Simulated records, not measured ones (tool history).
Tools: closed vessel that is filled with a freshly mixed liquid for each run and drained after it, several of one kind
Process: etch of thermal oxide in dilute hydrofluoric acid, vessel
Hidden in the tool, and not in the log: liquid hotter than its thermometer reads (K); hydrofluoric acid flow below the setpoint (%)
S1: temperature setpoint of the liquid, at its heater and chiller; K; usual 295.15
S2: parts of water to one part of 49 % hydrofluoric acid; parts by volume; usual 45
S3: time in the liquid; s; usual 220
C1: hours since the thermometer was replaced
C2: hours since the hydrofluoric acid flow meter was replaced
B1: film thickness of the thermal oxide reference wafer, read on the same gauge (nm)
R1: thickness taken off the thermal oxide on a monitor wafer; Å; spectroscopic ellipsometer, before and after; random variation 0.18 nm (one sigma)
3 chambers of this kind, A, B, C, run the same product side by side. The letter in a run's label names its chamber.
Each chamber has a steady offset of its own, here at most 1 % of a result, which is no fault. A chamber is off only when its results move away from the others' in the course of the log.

{"run": "1C", "hour": 5.1, "S1": 295.15, "S2": 45, "S3": 220, "C1": 1327.4, "C2": 312, "B1": 130.02, "R1": 237.32}
{"run": "2A", "hour": 11.7, "S1": 295.15, "S2": 45, "S3": 220, "C1": 430.6, "C2": 932.4, "B1": 130.02, "R1": 233.08}
{"run": "3B", "hour": 22.3, "S1": 295.15, "S2": 45, "S3": 220, "C1": 94.5, "C2": 587.4, "B1": 129.99, "R1": 235.88}
{"run": "4A", "hour": 29.8, "S1": 295.15, "S2": 45, "S3": 220, "C1": 448.7, "C2": 950.5, "B1": 130.03, "R1": 233.34}
{"run": "5C", "hour": 34.4, "S1": 295.15, "S2": 45, "S3": 220, "C1": 1356.7, "C2": 341.3, "B1": 129.97, "R1": 236.32}
{"run": "6B", "hour": 41.4, "S1": 295.15, "S2": 45, "S3": 220, "C1": 113.6, "C2": 606.5, "B1": 130.02, "R1": 238.25}
{"run": "7B", "hour": 47.2, "S1": 295.15, "S2": 45, "S3": 220, "C1": 119.4, "C2": 612.3, "B1": 129.98, "R1": 234.13}
{"run": "8A", "hour": 55.8, "S1": 295.15, "S2": 45, "S3": 220, "C1": 474.7, "C2": 976.5, "B1": 129.99, "R1": 233.81}
{"run": "9C", "hour": 60.7, "S1": 292.65, "S2": 35, "S3": 220, "C1": 1383, "C2": 367.6, "B1": 129.99, "R1": 275.21}
{"run": "10A", "hour": 70.7, "S1": 292.65, "S2": 35, "S3": 220, "C1": 489.6, "C2": 991.4, "B1": 130, "R1": 272.43}
{"run": "11B", "hour": 76.5, "S1": 292.65, "S2": 35, "S3": 220, "C1": 148.7, "C2": 641.6, "B1": 129.99, "R1": 271.77}
{"run": "12C", "hour": 81.8, "S1": 295.15, "S2": 45, "S3": 220, "C1": 1404.1, "C2": 388.7, "B1": 130, "R1": 233.74}
{"run": "13A", "hour": 89.2, "S1": 295.15, "S2": 45, "S3": 220, "C1": 508.1, "C2": 1009.9, "B1": 129.99, "R1": 232.58}
{"run": "14B", "hour": 98.7, "S1": 295.15, "S2": 45, "S3": 220, "C1": 170.9, "C2": 663.8, "B1": 130, "R1": 225.49}
{"run": "15C", "hour": 106.3, "S1": 291.15, "S2": 45, "S3": 220, "C1": 1428.6, "C2": 413.2, "B1": 129.97, "R1": 197.31}
{"run": "16A", "hour": 113.5, "S1": 291.15, "S2": 45, "S3": 220, "C1": 532.4, "C2": 1034.2, "B1": 130, "R1": 192.91}
{"run": "17B", "hour": 124.3, "S1": 291.15, "S2": 45, "S3": 220, "C1": 196.5, "C2": 689.4, "B1": 130, "R1": 192.02}
{"run": "18C", "hour": 130.7, "S1": 295.15, "S2": 45, "S3": 220, "C1": 1453, "C2": 437.6, "B1": 130.01, "R1": 233.05}
{"run": "19B", "hour": 135.9, "S1": 295.15, "S2": 45, "S3": 220, "C1": 208.1, "C2": 701, "B1": 130, "R1": 223.97}
{"run": "20C", "hour": 140.8, "S1": 295.15, "S2": 45, "S3": 220, "C1": 1463.1, "C2": 447.7, "B1": 130, "R1": 233.28}
{"run": "21A", "hour": 150.7, "S1": 295.15, "S2": 45, "S3": 220, "C1": 569.6, "C2": 1071.4, "B1": 130.01, "R1": 231.3}
{"run": "22B", "hour": 159.3, "S1": 295.15, "S2": 45, "S3": 220, "C1": 231.5, "C2": 724.4, "B1": 129.99, "R1": 219.8}
{"run": "23C", "hour": 168.1, "S1": 295.15, "S2": 45, "S3": 220, "C1": 1490.4, "C2": 475, "B1": 129.99, "R1": 239.16}
{"run": "24A", "hour": 176.2, "S1": 293.15, "S2": 45, "S3": 220, "C1": 595.1, "C2": 1096.9, "B1": 130.01, "R1": 211.43}
{"run": "25A", "hour": 185.4, "S1": 293.15, "S2": 45, "S3": 220, "C1": 604.3, "C2": 1106.1, "B1": 129.97, "R1": 212.56}
{"run": "26C", "hour": 190.5, "S1": 293.15, "S2": 45, "S3": 220, "C1": 1512.8, "C2": 497.4, "B1": 129.99, "R1": 217.49}
{"run": "27B", "hour": 197.2, "S1": 290.15, "S2": 45, "S3": 110, "C1": 269.4, "C2": 762.3, "B1": 130.03, "R1": 87.612}
{"run": "28B", "hour": 208.0, "S1": 290.15, "S2": 45, "S3": 110, "C1": 280.2, "C2": 773.1, "B1": 130.01, "R1": 87.012}
{"run": "29C", "hour": 214.7, "S1": 290.15, "S2": 45, "S3": 110, "C1": 1537, "C2": 521.6, "B1": 129.99, "R1": 95.996}
{"run": "30A", "hour": 223.1, "S1": 295.15, "S2": 45, "S3": 220, "C1": 642, "C2": 1143.8, "B1": 130.01, "R1": 232.2}
{"hour": 227.2, "done": "chamber C: thermometer replaced"}
{"run": "31A", "hour": 230.0, "S1": 295.15, "S2": 45, "S3": 220, "C1": 648.9, "C2": 1150.7, "B1": 130, "R1": 232.87}
{"run": "32C", "hour": 238.7, "S1": 295.15, "S2": 45, "S3": 220, "C1": 11.5, "C2": 545.6, "B1": 130.03, "R1": 232.01}
{"run": "33B", "hour": 245.3, "S1": 295.15, "S2": 45, "S3": 220, "C1": 317.5, "C2": 810.4, "B1": 130.01, "R1": 214.37}
{"run": "34B", "hour": 253.1, "S1": 290.65, "S2": 45, "S3": 280, "C1": 325.3, "C2": 818.2, "B1": 130, "R1": 223.8}
{"run": "35A", "hour": 261.2, "S1": 290.65, "S2": 45, "S3": 280, "C1": 680.1, "C2": 1181.9, "B1": 130.02, "R1": 241.45}

Is one chamber off against the others, does the gauge drift, or is nothing wrong? If a chamber is off, say which, and what the likeliest cause is.

Chamber B drifts away from the others.
Cause: hydrofluoric acid flow below the setpoint (%) = 10.1.
The log may not tell that from: liquid colder than its thermometer reads (K).

Here are 4 candidates for chamber B's next run, each the usual settings with a change, their results left as question marks. Which one brings its results back in line with what the others give on the usual settings?
In line means no further than this from the other chambers' mean on the usual settings: R1 6.4 Å
{"run": "36B-1", "hour": 268.9, "S1": 295.15, "S2": 45, "S3": 230, "R1": "?"}
{"run": "36B-2", "hour": 268.9, "S1": 295.15, "S2": 45, "S3": 200, "R1": "?"}
{"run": "36B-3", "hour": 268.9, "S1": 294.15, "S2": 45, "S3": 220, "R1": "?"}
{"run": "36B-4", "hour": 268.9, "S1": 295.65, "S2": 45, "S3": 240, "R1": "?"}

The other chambers' mean on the usual settings: R1 232.44 Å
run=36B-1 R1=219.09
run=36B-2 R1=190.51
run=36B-3 R1=201.04
run=36B-4 R1=233.43
36B-4 brings the chamber back in line.
